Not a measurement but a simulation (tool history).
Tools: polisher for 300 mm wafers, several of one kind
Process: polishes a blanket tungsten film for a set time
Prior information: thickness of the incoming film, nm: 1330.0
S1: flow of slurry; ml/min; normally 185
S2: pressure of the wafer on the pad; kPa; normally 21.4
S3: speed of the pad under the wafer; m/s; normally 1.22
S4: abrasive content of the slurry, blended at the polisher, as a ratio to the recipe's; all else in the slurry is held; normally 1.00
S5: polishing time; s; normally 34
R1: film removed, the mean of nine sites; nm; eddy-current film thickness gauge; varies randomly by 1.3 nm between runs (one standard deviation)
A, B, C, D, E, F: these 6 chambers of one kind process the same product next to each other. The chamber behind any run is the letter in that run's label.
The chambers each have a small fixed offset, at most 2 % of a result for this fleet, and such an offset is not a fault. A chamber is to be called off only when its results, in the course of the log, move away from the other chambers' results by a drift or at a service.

run,hour,S1,S2,S3,S4,S5,R1
# hour 5.6: chamber C: slurry blender recalibrated
1A,8.1,185,21.4,1.22,1.00,34,191.59
# hour 15.6: chamber E: slurry nozzle cleaned
2E,16.4,185,21.4,1.22,1.00,34,190.91
# hour 27.3: chamber F: slurry tank refilled with fresh slurry and peroxide
3D,30.2,185,21.4,1.22,1.00,34,194.46
# hour 31.7: chamber D: worn pad replaced by a new one
4F,41.8,185,21.4,1.22,1.00,34,194.23
# hour 42.1: chamber E: worn pad replaced by a new one
# hour 45.8: chamber D: slurry tank refilled with fresh slurry and peroxide
5B,50.3,185,21.4,1.22,1.00,34,199.20
# hour 54.6: chamber B: worn pad replaced by a new one
# hour 63.1: chamber D: slurry blender recalibrated
# hour 63.3: chamber E: slurry tank refilled with fresh slurry and peroxide
6C,65.1,185,21.4,1.22,1.00,34,195.32
# hour 68.6: chamber C: head pressure recalibrated
# hour 73.6: chamber C: worn pad replaced by a new one
7D,75.5,185,21.4,1.22,1.00,34,193.23
# hour 75.8: chamber C: slurry tank refilled with fresh slurry and peroxide
# hour 82.3: chamber F: worn pad replaced by a new one
8B,82.9,240,21.4,1.22,1.00,34,204.17
# hour 88.2: chamber A: worn pad replaced by a new one
9E,94.5,240,21.4,1.22,1.00,34,201.84
# hour 95.9: chamber F: slurry nozzle cleaned
# hour 103.0: chamber D: worn pad replaced by a new one
10C,103.1,240,21.4,1.22,1.00,34,201.58
11A,116.1,240,21.4,1.22,1.00,34,195.51
# hour 120.6: chamber B: slurry blender recalibrated
12F,124.5,240,21.4,1.22,1.00,34,201.30
# hour 126.7: chamber E: worn pad replaced by a new one
# hour 132.0: chamber B: worn pad replaced by a new one
13A,134.1,240,21.4,1.22,1.00,34,197.36
# hour 136.5: chamber A: slurry tank refilled with fresh slurry and peroxide
# hour 138.4: chamber B: slurry tank refilled with fresh slurry and peroxide
# hour 142.9: chamber F: slurry tank refilled with fresh slurry and peroxide
14D,144.2,185,21.4,1.22,1.00,34,194.52
15E,154.4,185,21.4,1.22,1.00,34,194.85
# hour 157.2: chamber C: slurry tank refilled with fresh slurry and peroxide
16F,162.4,185,25.5,1.22,1.00,34,227.68
# hour 163.1: chamber F: worn pad replaced by a new one
17C,169.8,185,25.5,1.22,1.00,34,232.99
# hour 170.5: chamber E: head pressure recalibrated
# hour 170.7: chamber A: slurry nozzle cleaned
18B,176.2,185,25.5,1.22,1.00,34,236.18
# hour 182.0: chamber C: slurry blender recalibrated
19E,182.8,185,25.5,1.22,1.00,34,228.62
# hour 186.4: chamber C: worn pad replaced by a new one
# hour 189.8: chamber D: worn pad replaced by a new one
# hour 192.6: chamber A: worn pad replaced by a new one
# hour 193.9: chamber E: worn pad replaced by a new one
20F,194.2,185,25.5,1.22,1.00,34,230.50
21C,202.8,185,25.5,1.22,1.00,34,238.51
22D,213.5,185,21.4,1.22,1.00,34,194.47
# hour 220.5: chamber B: worn pad replaced by a new one
23B,223.0,185,21.4,1.22,1.00,34,197.64
# hour 225.8: chamber E: slurry tank refilled with fresh slurry and peroxide
24A,230.7,185,21.4,1.22,1.00,34,188.53
# hour 231.5: chamber C: slurry tank refilled with fresh slurry and peroxide
# hour 233.1: chamber D: slurry tank refilled with fresh slurry and peroxide
25D,240.5,185,21.4,1.22,1.00,34,192.33
26A,248.7,185,21.4,1.22,1.00,34,185.68
# hour 250.9: chamber F: worn pad replaced by a new one
27F,259.9,185,21.4,1.22,1.00,34,191.69
# hour 262.1: chamber F: slurry tank refilled with fresh slurry and peroxide
# hour 262.9: chamber E: slurry nozzle cleaned
28E,270.9,185,21.4,1.22,1.00,34,193.27
# hour 271.0: chamber D: worn pad replaced by a new one
# hour 271.1: chamber E: worn pad replaced by a new one
# hour 274.7: chamber F: head pressure recalibrated
29B,277.5,185,21.4,1.22,1.00,34,198.24
# hour 280.1: chamber B: slurry tank refilled with fresh slurry and peroxide
30C,292.5,185,21.4,1.22,1.00,34,196.69
# hour 296.4: chamber B: worn pad replaced by a new one
# hour 298.5: chamber C: worn pad replaced by a new one
31B,300.9,185,21.4,1.22,1.00,34,199.69
# hour 307.2: chamber A: worn pad replaced by a new one
32C,313.5,185,21.4,1.22,1.15,34,202.51
# hour 322.0: chamber F: slurry blender recalibrated
# hour 324.6: chamber A: slurry tank refilled with fresh slurry and peroxide
33F,325.8,185,21.4,1.22,1.15,34,200.57
34E,332.4,185,21.4,1.22,1.15,34,199.87
# hour 345.5: chamber D: worn pad replaced by a new one
35D,346.0,185,21.4,1.22,1.15,34,199.83
36A,360.2,185,21.4,1.22,1.15,34,187.85
37A,368.9,185,21.4,1.22,1.15,34,185.68
# hour 377.1: chamber B: worn pad replaced by a new one
38B,382.1,185,21.4,1.22,1.00,34,194.97

Does one chamber stand apart from the rest, does the shared gauge drift, or is all well apart from small per-chamber offsets? Give the chamber and the most likely cause, where there is one.

Chamber A drifts away from the others.
Likeliest cause: abrasive missing from the slurry, % = 26.8.
With only this log, it may be confused with: head's pressure below its setpoint, %.

Which of the 4 candidates below, each the usual settings with something changed and its results left as question marks, puts chamber A back in line with what the other chambers give on the usual settings?
Allowed miss from the other chambers' usual-settings mean, per result, to count as in line: R1 4.60 nm
39A-1,392.7,120,21.4,1.22,1.00,34,?
39A-2,392.7,185,21.4,1.22,1.00,37,?
39A-3,392.7,185,20.0,1.16,1.00,32,?
39A-4,392.7,185,25.5,1.22,1.00,34,?

Usual-settings mean across the other chambers: R1 194.49 nm
run,R1
39A-1,165.78
39A-2,194.51
39A-3,149.73
39A-4,213.39
Change 39A-2 lands the chamber within the allowed miss of the other chambers.
